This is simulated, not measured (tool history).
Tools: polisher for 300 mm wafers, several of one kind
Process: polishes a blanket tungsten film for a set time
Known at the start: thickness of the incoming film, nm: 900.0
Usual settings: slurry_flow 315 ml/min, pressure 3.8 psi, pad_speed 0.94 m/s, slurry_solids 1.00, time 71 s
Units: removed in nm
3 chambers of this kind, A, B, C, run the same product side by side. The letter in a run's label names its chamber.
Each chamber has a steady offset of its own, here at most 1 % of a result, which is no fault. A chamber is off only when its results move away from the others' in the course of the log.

run,hour,slurry_flow,pressure,pad_speed,slurry_solids,time,wafers polished on this pad,hours since the slurry nozzle was cleaned,hours since the head pressure was calibrated,hours since the slurry blender was calibrated,hours since the slurry got fresh peroxide,removed
# hour 5.4: chamber A: worn pad replaced by a new one
1B,6.1,315,3.8,0.94,1.00,71,221,223.3,911.9,24.3,11.3,350.24
# hour 6.2: chamber A: slurry tank refilled with fresh slurry and peroxide
# hour 12.3: chamber C: worn pad replaced by a new one
2A,14.7,315,3.8,0.94,1.00,71,114,594.5,266.1,224.3,8.5,345.90
3C,24.4,315,3.8,0.94,1.00,71,148,167.7,1193.6,209.7,57.4,342.69
# hour 24.6: chamber B: head pressure recalibrated
4C,37.5,315,3.8,0.94,1.00,71,308,180.8,1206.7,222.8,70.5,344.03
5A,49.0,315,3.8,0.94,1.00,71,534,628.8,300.4,258.6,42.8,345.12
# hour 51.2: chamber B: slurry nozzle cleaned
# hour 53.7: chamber B: worn pad replaced by a new one
6B,55.2,315,3.8,0.94,1.00,71,18,4.0,30.6,73.4,60.4,345.41
# hour 56.1: chamber A: slurry nozzle cleaned
7A,67.2,315,3.8,0.94,1.00,71,757,11.2,318.6,276.8,61.0,340.68
8B,80.9,315,3.8,0.94,1.00,71,333,29.7,56.3,99.1,86.1,347.71
# hour 86.5: chamber C: slurry blender recalibrated
# hour 88.1: chamber A: worn pad replaced by a new one
9C,92.5,315,3.8,0.94,1.00,71,981,235.8,1261.7,6.0,125.5,347.89
# hour 95.9: chamber C: worn pad replaced by a new one
10B,99.5,315,3.8,0.94,1.00,71,561,48.3,74.9,117.7,104.7,345.36
# hour 105.8: chamber B: slurry tank refilled with fresh slurry and peroxide
11C,105.8,315,3.8,0.94,1.00,71,121,249.1,1275.0,19.3,138.8,351.50
# hour 107.2: chamber C: slurry tank refilled with fresh slurry and peroxide
12A,117.9,230,3.8,0.94,0.75,71,365,61.9,369.3,327.5,111.7,312.70
13A,130.2,230,3.8,0.94,0.75,71,515,74.2,381.6,339.8,124.0,314.87
# hour 130.5: chamber B: worn pad replaced by a new one
# hour 135.7: chamber C: head pressure recalibrated
14C,137.6,230,3.8,0.94,0.75,71,511,280.9,1.9,51.1,30.4,312.79
15B,148.1,315,3.8,0.94,1.00,71,216,96.9,123.5,166.3,42.3,342.76
16B,155.7,315,3.8,0.94,1.00,71,309,104.5,131.1,173.9,49.9,345.31
17C,164.1,315,3.8,0.94,1.00,71,835,307.4,28.4,77.6,56.9,347.57
18A,172.5,315,3.8,0.94,1.00,71,1033,116.5,423.9,382.1,166.3,349.31
# hour 179.0: chamber A: worn pad replaced by a new one
19B,184.3,315,3.8,0.94,1.00,71,659,133.1,159.7,202.5,78.5,351.61
# hour 188.8: chamber C: worn pad replaced by a new one
20C,193.8,315,3.8,0.94,1.00,71,61,337.1,58.1,107.3,86.6,345.90
# hour 200.9: chamber B: worn pad replaced by a new one
# hour 202.9: chamber A: slurry tank refilled with fresh slurry and peroxide
# hour 204.3: chamber B: slurry tank refilled with fresh slurry and peroxide
21A,204.9,315,3.8,0.94,1.00,71,317,148.9,456.3,414.5,2.0,360.49
# hour 215.5: chamber B: slurry blender recalibrated
22B,216.0,315,3.8,0.94,1.00,71,185,164.8,191.4,0.5,11.8,341.28

Next, every chamber runs the same settings. What will each give?
23A,225.9,315,3.8,0.94,1.00,71,,,,,,?
23B,225.9,315,3.8,0.94,1.00,71,,,,,,?
23C,225.9,315,3.8,0.94,1.00,71,,,,,,?

run,removed
23A,368.61
23B,353.22
23C,346.37

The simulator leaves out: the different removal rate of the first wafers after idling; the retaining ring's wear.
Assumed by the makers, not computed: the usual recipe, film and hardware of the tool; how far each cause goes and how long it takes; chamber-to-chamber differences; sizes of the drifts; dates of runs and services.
